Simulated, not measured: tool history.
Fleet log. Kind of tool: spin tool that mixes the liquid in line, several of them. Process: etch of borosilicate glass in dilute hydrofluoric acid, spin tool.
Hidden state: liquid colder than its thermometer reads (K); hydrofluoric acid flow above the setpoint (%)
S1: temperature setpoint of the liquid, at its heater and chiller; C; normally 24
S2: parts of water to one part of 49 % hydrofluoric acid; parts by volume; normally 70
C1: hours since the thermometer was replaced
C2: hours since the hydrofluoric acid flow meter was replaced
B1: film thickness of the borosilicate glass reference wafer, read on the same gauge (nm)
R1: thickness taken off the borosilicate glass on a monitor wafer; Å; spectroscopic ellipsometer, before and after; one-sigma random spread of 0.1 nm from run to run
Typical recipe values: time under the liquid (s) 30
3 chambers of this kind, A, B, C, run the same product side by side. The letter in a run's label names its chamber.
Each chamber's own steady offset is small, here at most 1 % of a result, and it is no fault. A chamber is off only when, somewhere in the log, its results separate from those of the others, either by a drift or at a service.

run 1A hour=6.1 | S1=24 S2=70 time_under_the_liquid_(s)=30 | C1=729.9 C2=1053.7 | B1=149.99 | R1=155.14
run 2B hour=12.2 | S1=24 S2=70 time_under_the_liquid_(s)=30 | C1=1216 C2=316.4 | B1=150.02 | R1=154.5
run 3C hour=16.5 | S1=24 S2=70 time_under_the_liquid_(s)=30 | C1=2017.8 C2=339.7 | B1=149.98 | R1=154.77
run 4C hour=21.9 | S1=24 S2=70 time_under_the_liquid_(s)=30 | C1=2023.2 C2=345.1 | B1=149.97 | R1=154.29
run 5B hour=28.8 | S1=24 S2=45 time_under_the_liquid_(s)=30 | C1=1232.6 C2=333 | B1=150.01 | R1=248.41
run 6A hour=35.4 | S1=24 S2=45 time_under_the_liquid_(s)=30 | C1=759.2 C2=1083 | B1=150 | R1=248.59
run 7C hour=42.7 | S1=24 S2=45 time_under_the_liquid_(s)=30 | C1=2044 C2=365.9 | B1=150 | R1=248.61
run 8A hour=47.4 | S1=24 S2=70 time_under_the_liquid_(s)=30 | C1=771.2 C2=1095 | B1=149.99 | R1=157.17
run 9B hour=51.1 | S1=24 S2=70 time_under_the_liquid_(s)=30 | C1=1254.9 C2=355.3 | B1=149.97 | R1=155.12
run 10B hour=57 | S1=24 S2=70 time_under_the_liquid_(s)=30 | C1=1260.8 C2=361.2 | B1=150.02 | R1=151.37
run 11C hour=61 | S1=24 S2=70 time_under_the_liquid_(s)=30 | C1=2062.3 C2=384.2 | B1=150 | R1=152.68
run 12A hour=65.7 | S1=24 S2=70 time_under_the_liquid_(s)=50 | C1=789.5 C2=1113.3 | B1=149.99 | R1=256.45
run 13A hour=69.2 | S1=24 S2=70 time_under_the_liquid_(s)=50 | C1=793 C2=1116.8 | B1=149.99 | R1=264.15
run 14C hour=73.4 | S1=24 S2=70 time_under_the_liquid_(s)=50 | C1=2074.7 C2=396.6 | B1=150.01 | R1=259.32
run 15B hour=80.2 | S1=24 S2=70 time_under_the_liquid_(s)=30 | C1=1284 C2=384.4 | B1=150 | R1=149.53
-- hour=82.9 chamber A: thermometer replaced
run 16B hour=84.8 | S1=24 S2=70 time_under_the_liquid_(s)=30 | C1=1288.6 C2=389 | B1=149.97 | R1=149.28
-- hour=85.9 chamber C: hydrofluoric acid flow meter replaced
run 17A hour=91 | S1=24 S2=40 time_under_the_liquid_(s)=40 | C1=8.2 C2=1138.6 | B1=149.98 | R1=375.23
run 18C hour=98.4 | S1=24 S2=40 time_under_the_liquid_(s)=40 | C1=2099.7 C2=12.6 | B1=150 | R1=373.05
run 19A hour=101.9 | S1=24 S2=40 time_under_the_liquid_(s)=40 | C1=19.1 C2=1149.5 | B1=149.98 | R1=376.8
run 20C hour=105.6 | S1=21 S2=70 time_under_the_liquid_(s)=20 | C1=2106.9 C2=19.8 | B1=150.03 | R1=90.692
run 21B hour=111.9 | S1=21 S2=70 time_under_the_liquid_(s)=20 | C1=1315.7 C2=416.1 | B1=149.98 | R1=85.946
run 22C hour=117.3 | S1=21 S2=70 time_under_the_liquid_(s)=20 | C1=2118.6 C2=31.5 | B1=149.96 | R1=90.946
run 23B hour=120.8 | S1=24 S2=70 time_under_the_liquid_(s)=30 | C1=1324.6 C2=425 | B1=150 | R1=145.84
run 24A hour=126.4 | S1=24 S2=50 time_under_the_liquid_(s)=20 | C1=43.6 C2=1174 | B1=150.02 | R1=147.04
run 25C hour=130.3 | S1=24 S2=50 time_under_the_liquid_(s)=20 | C1=2131.6 C2=44.5 | B1=150.01 | R1=150.1

Does one chamber stand apart from the rest, does the shared gauge drift, or is all well apart from small per-chamber offsets? Give the chamber and the most likely cause, where there is one.

It is chamber B that slowly wanders off from its peers.
Likeliest cause: liquid colder than its thermometer reads (K) = 1.84.
With only this log, it may be confused with: hydrofluoric acid flow below the setpoint (%).

Below are 4 candidate recipes for chamber B's next run, each the usual settings with a change, their results shown as question marks. Which of them brings B's results back in line with what the other chambers give on the usual settings?
In-line tolerance around the mean of the other chambers on the usual settings: R1 3.5 Å
run 26B-1 hour=135.6 | S1=24 S2=65 time_under_the_liquid_(s)=30 | R1=?
run 26B-2 hour=135.6 | S1=22 S2=70 time_under_the_liquid_(s)=30 | R1=?
run 26B-3 hour=135.6 | S1=23 S2=70 time_under_the_liquid_(s)=30 | R1=?
run 26B-4 hour=135.6 | S1=25 S2=70 time_under_the_liquid_(s)=30 | R1=?

The mean the other chambers reach with the usual settings: R1 155.21 Å
run=26B-1 R1=155.18
run=26B-2 R1=131.89
run=26B-3 R1=137.44
run=26B-4 R1=149.11
26B-1 puts the chamber back in line with the other chambers.
